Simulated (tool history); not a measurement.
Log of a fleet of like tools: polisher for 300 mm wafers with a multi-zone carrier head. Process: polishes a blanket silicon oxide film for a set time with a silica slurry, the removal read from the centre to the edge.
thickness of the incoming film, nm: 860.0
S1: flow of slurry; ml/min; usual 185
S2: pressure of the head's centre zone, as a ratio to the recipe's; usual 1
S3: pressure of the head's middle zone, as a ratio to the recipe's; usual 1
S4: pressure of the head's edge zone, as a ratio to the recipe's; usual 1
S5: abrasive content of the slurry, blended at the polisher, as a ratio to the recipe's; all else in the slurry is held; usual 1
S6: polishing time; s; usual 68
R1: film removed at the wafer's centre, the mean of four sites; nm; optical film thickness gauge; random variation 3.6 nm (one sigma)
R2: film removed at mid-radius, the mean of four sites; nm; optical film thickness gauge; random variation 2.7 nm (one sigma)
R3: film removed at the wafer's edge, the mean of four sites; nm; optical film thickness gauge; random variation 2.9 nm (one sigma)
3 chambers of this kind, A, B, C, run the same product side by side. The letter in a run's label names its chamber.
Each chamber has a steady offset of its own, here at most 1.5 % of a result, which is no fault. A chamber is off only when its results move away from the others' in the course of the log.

run	hour	S1	S2	S3	S4	S5	S6	R1	R2	R3
# hour 0.1: chamber A: worn pad replaced by a new one
1A	9.5	185	1	1	1	1	68	251.82	246.48	250.51
2C	18.9	185	1	1	1	1	68	255.45	249.98	248.44
3B	24.3	185	1	1	1	1	68	246.21	250.74	249.35
4C	30.3	185	1	1	1	1	68	255.82	245.05	251.95
5A	41	185	1	1	1	1	68	255.09	245.38	246.78
# hour 44.4: chamber B: worn pad replaced by a new one
6B	51.1	185	1	1	1	1	68	246.08	250.35	250.37
# hour 55.7: chamber A: slurry nozzle cleaned
7C	61	185	1	1	1	1	68	257.49	246.6	249.27
# hour 66.5: chamber C: worn pad replaced by a new one
8A	69.8	185	1	1	1	1	68	250.33	253.14	253.08
9B	78.8	185	1	1	1	1	68	257.36	246.72	255.67
10A	88.7	185	1	1	1	1	68	254.62	247.56	249.73
11B	98.6	185	1	1	1	1	68	250.68	253.19	251.39
12C	108.3	205	1	1	1.04	1	68	257.89	257.95	261.97
# hour 108.4: chamber A: worn pad replaced by a new one
# hour 115.9: chamber B: worn pad replaced by a new one
13C	116.4	205	1	1	1.04	1	68	248.97	253.44	254.58
14A	127.8	205	1	1	1.04	1	68	256.01	256.05	257.32
15B	137.1	185	1	1	1	1	68	248.5	252.32	251.82
16A	142.5	185	1	1	1	1	68	253.98	244.07	248.01
17B	151.2	185	1	1	1	1	68	251.13	255.13	247.32
18C	162.2	185	1	1	1	1	68	257.71	243.52	250.74
19B	172.7	185	1	1	1	1	68	249.38	252.29	248.87
20C	177.6	185	1	1	1	1	68	256.4	248.62	244.66
# hour 185.9: chamber B: worn pad replaced by a new one
21A	186.8	185	1	1	1	1	68	254.88	248.09	250.24
22A	195.8	245	1	1	1	1	53	205.15	200.22	198.53
23C	204.4	245	1	1	1	1	53	204.41	201.59	200.2
# hour 205: chamber A: worn pad replaced by a new one
# hour 210.3: chamber C: worn pad replaced by a new one
24B	215.4	245	1	1	1	1	53	204.12	203.66	201.97
25C	225	185	1	1.05	1	1	84	313.57	323.75	307.05
26B	235.2	185	1	1.05	1	1	84	316.59	324.66	312.78
27A	243.9	185	1	1.05	1	1	84	312.71	322.22	303.73
# hour 244.4: chamber A: slurry nozzle cleaned
28A	249.1	185	1	1	1	1	68	247.98	250.51	248.97

All 3 chambers run these settings next. Forecast each chamber's results:
29A	257.3	185	1	1.09	1	1	68	?	?	?
29B	257.3	185	1	1.09	1	1	68	?	?	?
29C	257.3	185	1	1.09	1	1	68	?	?	?

run	R1	R2	R3
29A	249.49	269.95	252.4
29B	252.4	267.54	250.37
29C	254.41	267.12	249.53

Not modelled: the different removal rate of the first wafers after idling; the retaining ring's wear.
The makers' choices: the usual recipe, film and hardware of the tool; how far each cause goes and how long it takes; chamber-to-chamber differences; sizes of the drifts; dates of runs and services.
